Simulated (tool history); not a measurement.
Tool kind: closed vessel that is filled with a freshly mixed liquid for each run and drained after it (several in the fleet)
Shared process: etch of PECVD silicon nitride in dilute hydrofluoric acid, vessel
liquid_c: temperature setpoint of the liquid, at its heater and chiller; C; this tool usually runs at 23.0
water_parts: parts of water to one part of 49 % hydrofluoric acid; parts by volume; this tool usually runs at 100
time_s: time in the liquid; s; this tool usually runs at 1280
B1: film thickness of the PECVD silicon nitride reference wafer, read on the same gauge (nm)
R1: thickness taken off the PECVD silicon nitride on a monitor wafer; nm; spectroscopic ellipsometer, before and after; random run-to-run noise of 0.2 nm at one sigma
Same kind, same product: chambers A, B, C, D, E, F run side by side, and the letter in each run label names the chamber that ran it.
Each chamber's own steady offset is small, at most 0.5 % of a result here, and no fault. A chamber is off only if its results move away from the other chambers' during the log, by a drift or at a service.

Run 1F, hour 13.6: usual settings; B1 99.965. Result: R1 30.2630 nm.
At hour 16.5: chamber D: thermometer replaced.
Run 2D, hour 28.6: usual settings; B1 100.030. Result: R1 29.5770 nm.
Run 3E, hour 40.3: usual settings; B1 99.987. Result: R1 30.4230 nm.
Run 4B, hour 52.9: usual settings; B1 99.969. Result: R1 30.0190 nm.
Run 5A, hour 66.0: usual settings; B1 99.987. Result: R1 29.7820 nm.
Run 6C, hour 75.2: usual settings; B1 100.050. Result: R1 29.6780 nm.
Run 7E, hour 90.9: usual settings; B1 99.978. Result: R1 30.0700 nm.
Run 8D, hour 98.7: usual settings; B1 99.970. Result: R1 29.9610 nm.
Run 9F, hour 106.2: usual settings; B1 99.972. Result: R1 30.0130 nm.
Run 10B, hour 121.1: usual settings; B1 99.966. Result: R1 29.6800 nm.
At hour 124.6: chamber A: hydrofluoric acid flow meter replaced.
Run 11C, hour 132.9: usual settings; B1 100.010. Result: R1 29.6870 nm.
Run 12A, hour 145.7: usual settings; B1 100.000. Result: R1 30.0220 nm.
Run 13F, hour 154.6: usual settings; B1 99.995. Result: R1 29.8110 nm.
Run 14B, hour 162.6: usual settings; B1 99.961. Result: R1 29.8080 nm.
Run 15E, hour 170.1: usual settings; B1 99.989. Result: R1 30.3040 nm.
Run 16C, hour 183.7: usual settings; B1 100.000. Result: R1 30.1310 nm.
At hour 190.2: chamber C: thermometer replaced.
Run 17A, hour 198.8: usual settings but water_parts 60 parts by volume, time_s 1940 s; B1 100.000. Result: R1 74.4970 nm.
Run 18D, hour 209.3: usual settings but water_parts 60 parts by volume, time_s 1940 s; B1 100.000. Result: R1 74.6050 nm.
Run 19F, hour 221.0: usual settings but water_parts 60 parts by volume, time_s 1940 s; B1 100.010. Result: R1 75.8920 nm.
Run 20B, hour 229.9: usual settings but water_parts 60 parts by volume, time_s 1940 s; B1 99.990. Result: R1 74.7420 nm.
Run 21C, hour 242.5: usual settings but water_parts 60 parts by volume, time_s 1940 s; B1 99.986. Result: R1 74.7350 nm.
Run 22A, hour 250.0: usual settings but water_parts 60 parts by volume, time_s 1940 s; B1 99.963. Result: R1 75.5590 nm.
Run 23E, hour 266.5: usual settings; B1 100.010. Result: R1 29.7770 nm.
Run 24D, hour 274.5: usual settings; B1 100.020. Result: R1 29.9840 nm.
Run 25F, hour 289.8: usual settings but water_parts 125 parts by volume, time_s 535 s; B1 99.979. Result: R1 9.9407 nm.
Run 26E, hour 301.4: usual settings but water_parts 125 parts by volume, time_s 535 s; B1 99.964. Result: R1 10.1890 nm.
Run 27B, hour 311.7: usual settings but water_parts 125 parts by volume, time_s 535 s; B1 99.993. Result: R1 9.9774 nm.
Run 28C, hour 327.4: usual settings but water_parts 125 parts by volume, time_s 535 s; B1 100.020. Result: R1 10.0490 nm.
At hour 329.5: chamber B: hydrofluoric acid flow meter replaced.
Run 29A, hour 341.5: usual settings but water_parts 125 parts by volume, time_s 535 s; B1 99.992. Result: R1 10.0590 nm.
Run 30D, hour 356.5: usual settings but water_parts 125 parts by volume, time_s 535 s; B1 99.974. Result: R1 9.9555 nm.
Run 31D, hour 371.0: usual settings; B1 100.000. Result: R1 29.6230 nm.
Run 32B, hour 385.6: usual settings; B1 99.961. Result: R1 29.9370 nm.
Run 33C, hour 401.2: usual settings; B1 100.020. Result: R1 29.6910 nm.
Run 34F, hour 409.6: usual settings; B1 100.020. Result: R1 29.9040 nm.
Run 35A, hour 425.9: usual settings; B1 100.010. Result: R1 29.8890 nm.
Run 36E, hour 437.1: usual settings; B1 99.989. Result: R1 29.9510 nm.
Run 37B, hour 449.9: usual settings; B1 99.975. Result: R1 30.0960 nm.
At hour 451.0: chamber D: thermometer replaced.
Run 38F, hour 464.6: usual settings; B1 100.010. Result: R1 30.2950 nm.
Run 39C, hour 477.2: usual settings; B1 100.030. Result: R1 30.2440 nm.
Run 40D, hour 485.4: usual settings; B1 100.030. Result: R1 29.6180 nm.
Run 41A, hour 497.4: usual settings; B1 99.997. Result: R1 29.5730 nm.
Run 42E, hour 508.4: usual settings; B1 99.983. Result: R1 30.2390 nm.
Run 43D, hour 524.8: usual settings but liquid_c 19.5 C, water_parts 125 parts by volume; B1 99.988. Result: R1 18.5990 nm.

Predict what each chamber gives when all 6 of them run the settings below next.
Run 44A, hour 536.6: usual settings but water_parts 60 parts by volume. Result: R1 ?.
Run 44B, hour 536.6: usual settings but water_parts 60 parts by volume. Result: R1 ?.
Run 44C, hour 536.6: usual settings but water_parts 60 parts by volume. Result: R1 ?.
Run 44D, hour 536.6: usual settings but water_parts 60 parts by volume. Result: R1 ?.
Run 44E, hour 536.6: usual settings but water_parts 60 parts by volume. Result: R1 ?.
Run 44F, hour 536.6: usual settings but water_parts 60 parts by volume. Result: R1 ?.

run       R1
44A  49.3860
44B  49.2260
44C  50.2640
44D  49.7830
44E  49.7980
44F  50.0070

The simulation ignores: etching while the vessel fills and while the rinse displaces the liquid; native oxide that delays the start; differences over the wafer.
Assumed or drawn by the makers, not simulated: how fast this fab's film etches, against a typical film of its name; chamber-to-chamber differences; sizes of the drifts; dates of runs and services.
